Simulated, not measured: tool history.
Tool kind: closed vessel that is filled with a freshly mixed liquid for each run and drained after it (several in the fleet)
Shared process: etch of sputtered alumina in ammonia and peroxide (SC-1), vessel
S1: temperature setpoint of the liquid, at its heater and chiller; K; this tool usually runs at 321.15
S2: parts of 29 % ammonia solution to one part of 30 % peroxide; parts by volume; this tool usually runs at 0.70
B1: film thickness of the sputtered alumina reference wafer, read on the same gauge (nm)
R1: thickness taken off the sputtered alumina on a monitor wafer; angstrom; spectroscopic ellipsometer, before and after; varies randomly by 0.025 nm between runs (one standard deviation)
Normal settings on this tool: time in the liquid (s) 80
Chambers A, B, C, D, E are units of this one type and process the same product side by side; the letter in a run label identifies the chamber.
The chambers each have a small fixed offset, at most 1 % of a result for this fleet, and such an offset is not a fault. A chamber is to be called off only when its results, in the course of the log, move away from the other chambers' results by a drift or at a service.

{"run": "1B", "hour": 10.6, "S1": 321.15, "S2": 0.7, "time in the liquid (s)": 80, "B1": 39.995, "R1": 42.056}
{"run": "2A", "hour": 24.5, "S1": 321.15, "S2": 0.7, "time in the liquid (s)": 80, "B1": 39.983, "R1": 41.327}
{"hour": 31.3, "done": "chamber C: new drum of ammonia solution connected"}
{"run": "3C", "hour": 33.1, "S1": 321.15, "S2": 0.7, "time in the liquid (s)": 80, "B1": 40.002, "R1": 41.913}
{"run": "4D", "hour": 43.1, "S1": 321.15, "S2": 0.7, "time in the liquid (s)": 80, "B1": 40.026, "R1": 41.58}
{"run": "5E", "hour": 53.3, "S1": 321.15, "S2": 0.7, "time in the liquid (s)": 80, "B1": 40.016, "R1": 42.456}
{"run": "6E", "hour": 68.0, "S1": 321.15, "S2": 0.7, "time in the liquid (s)": 80, "B1": 39.999, "R1": 42.311}
{"run": "7C", "hour": 77.8, "S1": 321.15, "S2": 0.7, "time in the liquid (s)": 80, "B1": 39.963, "R1": 41.779}
{"run": "8D", "hour": 89.3, "S1": 321.15, "S2": 0.7, "time in the liquid (s)": 80, "B1": 40.016, "R1": 41.955}
{"run": "9A", "hour": 100.8, "S1": 321.15, "S2": 0.7, "time in the liquid (s)": 80, "B1": 40.026, "R1": 41.723}
{"run": "10B", "hour": 113.4, "S1": 321.15, "S2": 0.7, "time in the liquid (s)": 80, "B1": 40.012, "R1": 41.774}
{"run": "11E", "hour": 126.3, "S1": 321.15, "S2": 0.7, "time in the liquid (s)": 80, "B1": 40.017, "R1": 42.578}
{"run": "12D", "hour": 136.4, "S1": 321.15, "S2": 0.7, "time in the liquid (s)": 80, "B1": 40.001, "R1": 42.163}
{"hour": 138.3, "done": "chamber E: ammonia flow meter replaced"}
{"run": "13A", "hour": 152.7, "S1": 321.15, "S2": 0.7, "time in the liquid (s)": 80, "B1": 39.977, "R1": 41.34}
{"run": "14B", "hour": 165.5, "S1": 321.15, "S2": 0.95, "time in the liquid (s)": 80, "B1": 39.981, "R1": 42.785}
{"run": "15C", "hour": 181.1, "S1": 321.15, "S2": 0.95, "time in the liquid (s)": 80, "B1": 40.015, "R1": 43.045}
{"hour": 183.9, "done": "chamber B: new drum of ammonia solution connected"}
{"run": "16D", "hour": 195.2, "S1": 321.15, "S2": 0.95, "time in the liquid (s)": 80, "B1": 39.99, "R1": 43.81}
{"run": "17A", "hour": 202.9, "S1": 321.15, "S2": 0.95, "time in the liquid (s)": 80, "B1": 40.001, "R1": 42.503}
{"hour": 203.7, "done": "chamber C: thermometer replaced"}
{"run": "18B", "hour": 209.9, "S1": 321.15, "S2": 0.95, "time in the liquid (s)": 80, "B1": 39.97, "R1": 43.215}
{"run": "19E", "hour": 221.0, "S1": 321.15, "S2": 0.7, "time in the liquid (s)": 80, "B1": 39.988, "R1": 42.29}
{"run": "20C", "hour": 234.8, "S1": 321.15, "S2": 0.7, "time in the liquid (s)": 80, "B1": 39.97, "R1": 41.897}
{"run": "21B", "hour": 242.5, "S1": 317.15, "S2": 0.6, "time in the liquid (s)": 80, "B1": 39.95, "R1": 33.035}
{"run": "22C", "hour": 250.2, "S1": 317.15, "S2": 0.6, "time in the liquid (s)": 80, "B1": 39.966, "R1": 32.574}
{"run": "23D", "hour": 260.6, "S1": 317.15, "S2": 0.6, "time in the liquid (s)": 80, "B1": 40.009, "R1": 33.914}
{"run": "24E", "hour": 269.9, "S1": 317.15, "S2": 0.6, "time in the liquid (s)": 80, "B1": 40.017, "R1": 33.286}
{"run": "25A", "hour": 283.1, "S1": 317.15, "S2": 0.6, "time in the liquid (s)": 80, "B1": 40.049, "R1": 32.09}
{"run": "26B", "hour": 290.9, "S1": 321.15, "S2": 0.7, "time in the liquid (s)": 80, "B1": 40.033, "R1": 41.531}
{"run": "27A", "hour": 305.5, "S1": 321.15, "S2": 0.7, "time in the liquid (s)": 80, "B1": 39.976, "R1": 41.878}
{"run": "28E", "hour": 315.8, "S1": 321.15, "S2": 0.7, "time in the liquid (s)": 80, "B1": 39.997, "R1": 42.656}
{"run": "29D", "hour": 332.1, "S1": 321.15, "S2": 0.7, "time in the liquid (s)": 80, "B1": 39.999, "R1": 43.25}
{"run": "30C", "hour": 347.1, "S1": 321.15, "S2": 0.7, "time in the liquid (s)": 80, "B1": 40.005, "R1": 42.02}
{"hour": 348.9, "done": "chamber A: new drum of ammonia solution connected"}
{"run": "31B", "hour": 356.6, "S1": 321.15, "S2": 0.7, "time in the liquid (s)": 80, "B1": 39.982, "R1": 42.077}
{"run": "32E", "hour": 372.8, "S1": 321.15, "S2": 0.7, "time in the liquid (s)": 80, "B1": 40.029, "R1": 41.959}
{"hour": 378.6, "done": "chamber D: new drum of ammonia solution connected"}
{"run": "33A", "hour": 387.4, "S1": 321.15, "S2": 0.8, "time in the liquid (s)": 80, "B1": 39.97, "R1": 41.943}
{"run": "34C", "hour": 398.2, "S1": 321.15, "S2": 0.8, "time in the liquid (s)": 80, "B1": 40.009, "R1": 42.541}
{"run": "35D", "hour": 408.5, "S1": 321.15, "S2": 0.8, "time in the liquid (s)": 80, "B1": 40.015, "R1": 44.534}
{"run": "36C", "hour": 417.4, "S1": 321.15, "S2": 0.8, "time in the liquid (s)": 80, "B1": 39.964, "R1": 41.632}
{"run": "37B", "hour": 426.3, "S1": 321.15, "S2": 0.8, "time in the liquid (s)": 80, "B1": 39.995, "R1": 42.454}
{"run": "38A", "hour": 442.4, "S1": 321.15, "S2": 0.7, "time in the liquid (s)": 35, "B1": 39.936, "R1": 18.138}
{"run": "39E", "hour": 453.6, "S1": 321.15, "S2": 0.7, "time in the liquid (s)": 35, "B1": 40.027, "R1": 18.481}
{"run": "40D", "hour": 467.5, "S1": 321.15, "S2": 0.7, "time in the liquid (s)": 35, "B1": 39.998, "R1": 19.333}
{"run": "41B", "hour": 482.0, "S1": 321.15, "S2": 0.7, "time in the liquid (s)": 35, "B1": 40.0, "R1": 18.127}

Next, every chamber runs the same settings. What will each give?
{"run": "42A", "hour": 493.7, "S1": 321.15, "S2": 0.7, "time in the liquid (s)": 80, "R1": "?"}
{"run": "42B", "hour": 493.7, "S1": 321.15, "S2": 0.7, "time in the liquid (s)": 80, "R1": "?"}
{"run": "42C", "hour": 493.7, "S1": 321.15, "S2": 0.7, "time in the liquid (s)": 80, "R1": "?"}
{"run": "42D", "hour": 493.7, "S1": 321.15, "S2": 0.7, "time in the liquid (s)": 80, "R1": "?"}
{"run": "42E", "hour": 493.7, "S1": 321.15, "S2": 0.7, "time in the liquid (s)": 80, "R1": "?"}

run=42A R1=41.341
run=42B R1=41.652
run=42C R1=41.924
run=42D R1=44.872
run=42E R1=41.897
